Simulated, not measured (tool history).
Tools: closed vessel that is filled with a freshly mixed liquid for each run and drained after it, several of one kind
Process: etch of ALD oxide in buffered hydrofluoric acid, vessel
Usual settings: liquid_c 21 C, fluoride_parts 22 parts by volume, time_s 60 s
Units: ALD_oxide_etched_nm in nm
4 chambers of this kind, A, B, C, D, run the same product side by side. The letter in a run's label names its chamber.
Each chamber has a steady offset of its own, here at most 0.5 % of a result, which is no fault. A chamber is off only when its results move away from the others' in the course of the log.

run	day	liquid_c	fluoride_parts	time_s	hours since the thermometer was replaced	hours since the hydrofluoric acid flow meter was replaced	read-back film thickness of the ALD oxide reference wafer, read on the same gauge (nm)	ALD_oxide_etched_nm
1D	0.121	21	22	60	296.8	250.4	110.01	50.495
2A	0.325	21	22	60	945.6	820.0	109.97	49.086
3C	0.508	21	22	60	593.5	1659.7	110.02	49.474
4B	0.671	21	22	60	1420.5	1928.4	110.00	49.297
5D	0.792	21	22	60	312.9	266.5	110.02	50.155
6A	1.004	21	22	60	961.9	836.3	109.97	49.156
7C	1.162	21	22	60	609.2	1675.4	110.02	48.448
8B	1.300	21	22	60	1435.6	1943.5	110.00	49.596
9C	1.504	21	22	60	617.4	1683.6	109.98	49.278
10B	1.612	21	22	60	1443.1	1951.0	110.04	48.693
11D	1.758	21	22	60	336.1	289.7	110.00	49.422
12A	1.950	21	22	60	984.6	859.0	109.98	49.276
13C	2.142	21	22	60	632.7	1698.9	110.03	48.994
14D	2.267	21	22	60	348.3	301.9	110.02	50.001
# day 2.392: chamber B: hydrofluoric acid flow meter replaced
15A	2.417	21	25	60	995.8	870.2	109.99	45.250
16B	2.633	21	25	60	1467.6	5.9	110.00	45.263
17C	2.846	21	25	60	649.6	1715.8	110.01	44.197
18D	3.033	21	25	60	366.7	320.3	110.04	45.505
19A	3.158	21	25	60	1013.6	888.0	110.00	45.262
20B	3.258	21	25	60	1482.6	20.9	110.01	44.894
21D	3.404	21	25	60	375.6	329.2	109.98	45.875
22C	3.512	21	25	60	665.6	1731.8	110.02	44.415
23A	3.692	21	22	60	1026.4	900.8	110.01	50.003
24B	3.867	21	22	60	1497.2	35.5	109.98	49.420
25B	3.975	21	22	60	1499.8	38.1	110.02	49.962
26D	4.088	21	22	60	392.0	345.6	110.03	49.897
27A	4.238	21	22	60	1039.5	913.9	110.00	49.991
28C	4.433	21	22	60	687.7	1753.9	109.98	47.052
29C	4.583	21	22	60	691.3	1757.5	110.02	48.385
30B	4.700	21	22	60	1517.2	55.5	110.04	49.782
# day 4.833: chamber A: thermometer replaced
31D	4.904	21	22	60	411.6	365.2	110.01	50.550
32A	5.058	21	22	60	5.5	933.6	109.98	49.562
33D	5.196	21	22	60	418.6	372.2	109.97	49.860
34C	5.321	21	22	60	709.0	1775.2	110.01	46.949
35A	5.454	21	22	60	15.0	943.1	110.03	49.332
36B	5.600	21	22	60	1538.8	77.1	110.00	49.194
37A	5.742	21	22	60	21.9	950.0	110.00	49.606
38B	5.854	21	22	60	1544.9	83.2	110.02	49.238
39D	6.008	21	22	60	438.1	391.7	110.01	49.853

Next, every chamber runs the same settings. What will each give?
40A	6.167	21	22	60				?
40B	6.167	21	22	60				?
40C	6.167	21	22	60				?
40D	6.167	21	22	60				?

run	ALD_oxide_etched_nm
40A	49.176
40B	48.664
40C	46.754
40D	50.478
